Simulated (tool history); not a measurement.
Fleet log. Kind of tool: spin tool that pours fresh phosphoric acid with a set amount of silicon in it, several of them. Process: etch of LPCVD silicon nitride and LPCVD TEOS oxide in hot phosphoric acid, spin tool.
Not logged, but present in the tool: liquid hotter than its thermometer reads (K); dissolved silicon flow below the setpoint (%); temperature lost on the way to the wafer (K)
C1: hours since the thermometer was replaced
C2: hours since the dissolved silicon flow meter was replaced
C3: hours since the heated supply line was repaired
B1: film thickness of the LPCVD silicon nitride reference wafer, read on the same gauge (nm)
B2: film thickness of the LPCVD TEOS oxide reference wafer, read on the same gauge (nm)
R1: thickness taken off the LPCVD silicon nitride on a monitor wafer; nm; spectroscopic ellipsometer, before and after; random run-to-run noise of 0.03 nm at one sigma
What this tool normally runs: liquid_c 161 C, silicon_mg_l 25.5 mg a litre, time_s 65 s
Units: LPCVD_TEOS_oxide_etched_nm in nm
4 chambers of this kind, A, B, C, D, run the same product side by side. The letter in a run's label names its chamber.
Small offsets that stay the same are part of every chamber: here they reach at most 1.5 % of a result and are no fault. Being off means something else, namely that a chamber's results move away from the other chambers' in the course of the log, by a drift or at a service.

Run 1B, hour 9.1: usual settings; C1 1377.3; C2 1485.4; C3 3110.4; B1 79.986; B2 80.03. Result: R1 5.9493 nm, LPCVD_TEOS_oxide_etched_nm 0.13531 nm.
Run 2A, hour 17.2: usual settings; C1 60.9; C2 366.9; C3 1151.7; B1 80.009; B2 80.048. Result: R1 5.9396 nm, LPCVD_TEOS_oxide_etched_nm 0.14028 nm.
Run 3C, hour 25.8: usual settings; C1 235.5; C2 1724.2; C3 1812.6; B1 80.002; B2 79.97. Result: R1 5.9347 nm, LPCVD_TEOS_oxide_etched_nm 0.1196 nm.
Run 4D, hour 39.2: usual settings; C1 515.6; C2 782.6; C3 429.7; B1 80.001; B2 80.036. Result: R1 6.0143 nm, LPCVD_TEOS_oxide_etched_nm 0.12726 nm.
Run 5C, hour 52.4: usual settings; C1 262.1; C2 1750.8; C3 1839.2; B1 80.008; B2 80.026. Result: R1 6.0001 nm, LPCVD_TEOS_oxide_etched_nm 0.11302 nm.
Run 6A, hour 64: usual settings; C1 107.7; C2 413.7; C3 1198.5; B1 79.986; B2 80. Result: R1 5.9336 nm, LPCVD_TEOS_oxide_etched_nm 0.17046 nm.
Run 7D, hour 74.6: usual settings; C1 551; C2 818; C3 465.1; B1 79.967; B2 79.975. Result: R1 6.0168 nm, LPCVD_TEOS_oxide_etched_nm 0.1047 nm.
Run 8B, hour 82.8: usual settings but silicon_mg_l 33.5 mg a litre, time_s 95 s; C1 1451; C2 1559.1; C3 3184.1; B1 79.991; B2 80.021. Result: R1 8.7025 nm, LPCVD_TEOS_oxide_etched_nm 0.19828 nm.
Run 9A, hour 96: usual settings but silicon_mg_l 33.5 mg a litre, time_s 95 s; C1 139.7; C2 445.7; C3 1230.5; B1 79.999; B2 80.005. Result: R1 8.6233 nm, LPCVD_TEOS_oxide_etched_nm 0.11686 nm.
Run 10D, hour 108.5: usual settings but silicon_mg_l 33.5 mg a litre, time_s 95 s; C1 584.9; C2 851.9; C3 499; B1 79.99; B2 79.982. Result: R1 8.8599 nm, LPCVD_TEOS_oxide_etched_nm 0.091361 nm.
Run 11B, hour 121.3: usual settings but silicon_mg_l 33.5 mg a litre, time_s 95 s; C1 1489.5; C2 1597.6; C3 3222.6; B1 80; B2 80.002. Result: R1 8.6268 nm, LPCVD_TEOS_oxide_etched_nm 0.20274 nm.
Run 12C, hour 133.8: usual settings; C1 343.5; C2 1832.2; C3 1920.6; B1 79.989; B2 80.034. Result: R1 5.9403 nm, LPCVD_TEOS_oxide_etched_nm 0.19225 nm.
Run 13B, hour 146.5: usual settings; C1 1514.7; C2 1622.8; C3 3247.8; B1 79.994; B2 79.998. Result: R1 5.9033 nm, LPCVD_TEOS_oxide_etched_nm 0.10656 nm.
Run 14C, hour 156.6: usual settings but liquid_c 162.5 C; C1 366.3; C2 1855; C3 1943.4; B1 80.029; B2 79.986. Result: R1 6.2706 nm, LPCVD_TEOS_oxide_etched_nm 0.15905 nm.
Run 15A, hour 170.5: usual settings but liquid_c 162.5 C; C1 214.2; C2 520.2; C3 1305; B1 80.019; B2 80.016. Result: R1 6.2285 nm, LPCVD_TEOS_oxide_etched_nm 0.099873 nm.
Run 16D, hour 184.9: usual settings but liquid_c 162.5 C; C1 661.3; C2 928.3; C3 575.4; B1 79.987; B2 79.997. Result: R1 6.3558 nm, LPCVD_TEOS_oxide_etched_nm 0.19766 nm.
Run 17D, hour 192.6: usual settings but liquid_c 162.5 C; C1 669; C2 936; C3 583.1; B1 80.004; B2 80.045. Result: R1 6.3551 nm, LPCVD_TEOS_oxide_etched_nm 0.16774 nm.
Run 18C, hour 204: usual settings; C1 413.7; C2 1902.4; C3 1990.8; B1 80.013; B2 79.962. Result: R1 5.9694 nm, LPCVD_TEOS_oxide_etched_nm 0.10427 nm.
Run 19A, hour 214.7: usual settings; C1 258.4; C2 564.4; C3 1349.2; B1 79.991; B2 79.967. Result: R1 5.9471 nm, LPCVD_TEOS_oxide_etched_nm 0.17548 nm.
At hour 217.4: chamber B: heated supply line repaired.
Run 20B, hour 224.1: usual settings; C1 1592.3; C2 1700.4; C3 6.7; B1 79.975; B2 79.988. Result: R1 5.9697 nm, LPCVD_TEOS_oxide_etched_nm 0.11368 nm.
Run 21A, hour 236: usual settings; C1 279.7; C2 585.7; C3 1370.5; B1 80.014; B2 79.991. Result: R1 5.9222 nm, LPCVD_TEOS_oxide_etched_nm 0.097425 nm.
Run 22C, hour 246.4: usual settings but liquid_c 162.5 C; C1 456.1; C2 1944.8; C3 2033.2; B1 80.003; B2 79.989. Result: R1 6.2645 nm, LPCVD_TEOS_oxide_etched_nm 0.13402 nm.
Run 23D, hour 259.9: usual settings but liquid_c 162.5 C; C1 736.3; C2 1003.3; C3 650.4; B1 79.977; B2 79.944. Result: R1 6.2959 nm, LPCVD_TEOS_oxide_etched_nm 0.13285 nm.
Run 24B, hour 267.6: usual settings but liquid_c 162.5 C; C1 1635.8; C2 1743.9; C3 50.2; B1 79.984; B2 80.001. Result: R1 6.3235 nm, LPCVD_TEOS_oxide_etched_nm 0.15323 nm.
Run 25C, hour 278.1: usual settings but liquid_c 162.5 C; C1 487.8; C2 1976.5; C3 2064.9; B1 80.006; B2 79.962. Result: R1 6.2615 nm, LPCVD_TEOS_oxide_etched_nm 0.12066 nm.
Run 26A, hour 287.3: usual settings; C1 331; C2 637; C3 1421.8; B1 79.996; B2 80.036. Result: R1 5.9161 nm, LPCVD_TEOS_oxide_etched_nm 0.15219 nm.
Run 27B, hour 296.8: usual settings; C1 1665; C2 1773.1; C3 79.4; B1 79.997; B2 80.027. Result: R1 5.9548 nm, LPCVD_TEOS_oxide_etched_nm 0.068224 nm.
Run 28D, hour 306: usual settings; C1 782.4; C2 1049.4; C3 696.5; B1 80.011; B2 80.021. Result: R1 5.9845 nm, LPCVD_TEOS_oxide_etched_nm 0.1356 nm.
At hour 312.7: chamber C: dissolved silicon flow meter replaced.
Run 29B, hour 313.8: usual settings; C1 1682; C2 1790.1; C3 96.4; B1 79.987; B2 79.99. Result: R1 5.9893 nm, LPCVD_TEOS_oxide_etched_nm 0.1034 nm.
Run 30D, hour 322.3: usual settings; C1 798.7; C2 1065.7; C3 712.8; B1 80.01; B2 80.021. Result: R1 6.0058 nm, LPCVD_TEOS_oxide_etched_nm 0.1317 nm.
At hour 324.9: chamber A: dissolved silicon flow meter replaced.
Run 31A, hour 335.1: usual settings but silicon_mg_l 9.5 mg a litre, time_s 85 s; C1 378.8; C2 10.3; C3 1469.6; B1 80.006; B2 79.989. Result: R1 7.6718 nm, LPCVD_TEOS_oxide_etched_nm 0.33207 nm.
Run 32C, hour 341.9: usual settings but silicon_mg_l 9.5 mg a litre, time_s 85 s; C1 551.6; C2 29.2; C3 2128.7; B1 79.992; B2 79.999. Result: R1 7.798 nm, LPCVD_TEOS_oxide_etched_nm 0.45334 nm.
Run 33B, hour 348.4: usual settings but silicon_mg_l 9.5 mg a litre, time_s 85 s; C1 1716.6; C2 1824.7; C3 131; B1 80.012; B2 79.977. Result: R1 7.7426 nm, LPCVD_TEOS_oxide_etched_nm 0.24482 nm.
Run 34D, hour 363.3: usual settings but silicon_mg_l 9.5 mg a litre, time_s 85 s; C1 839.7; C2 1106.7; C3 753.8; B1 79.985; B2 79.975. Result: R1 7.8811 nm, LPCVD_TEOS_oxide_etched_nm 0.10333 nm.
Run 35A, hour 375.7: usual settings; C1 419.4; C2 50.9; C3 1510.2; B1 79.971; B2 80.017. Result: R1 5.9727 nm, LPCVD_TEOS_oxide_etched_nm 0.1185 nm.
Run 36C, hour 385.3: usual settings; C1 595; C2 72.6; C3 2172.1; B1 79.995; B2 79.996. Result: R1 6.0072 nm, LPCVD_TEOS_oxide_etched_nm 0.17932 nm.
Run 37C, hour 392.9: usual settings; C1 602.6; C2 80.2; C3 2179.7; B1 79.986; B2 79.968. Result: R1 5.9957 nm, LPCVD_TEOS_oxide_etched_nm 0.12162 nm.
Run 38B, hour 406.5: usual settings; C1 1774.7; C2 1882.8; C3 189.1; B1 80.015; B2 79.999. Result: R1 5.965 nm, LPCVD_TEOS_oxide_etched_nm 0.17307 nm.

Predict what each chamber gives when all 4 of them run the settings below next.
Run 39A, hour 417.3: usual settings but liquid_c 162.5 C. Result: R1 ?, LPCVD_TEOS_oxide_etched_nm ?.
Run 39B, hour 417.3: usual settings but liquid_c 162.5 C. Result: R1 ?, LPCVD_TEOS_oxide_etched_nm ?.
Run 39C, hour 417.3: usual settings but liquid_c 162.5 C. Result: R1 ?, LPCVD_TEOS_oxide_etched_nm ?.
Run 39D, hour 417.3: usual settings but liquid_c 162.5 C. Result: R1 ?, LPCVD_TEOS_oxide_etched_nm ?.

run      R1  LPCVD_TEOS_oxide_etched_nm
39A  6.2393                     0.17106
39B  6.2635                     0.19284
39C   6.298                     0.11696
39D  6.3066                     0.14895
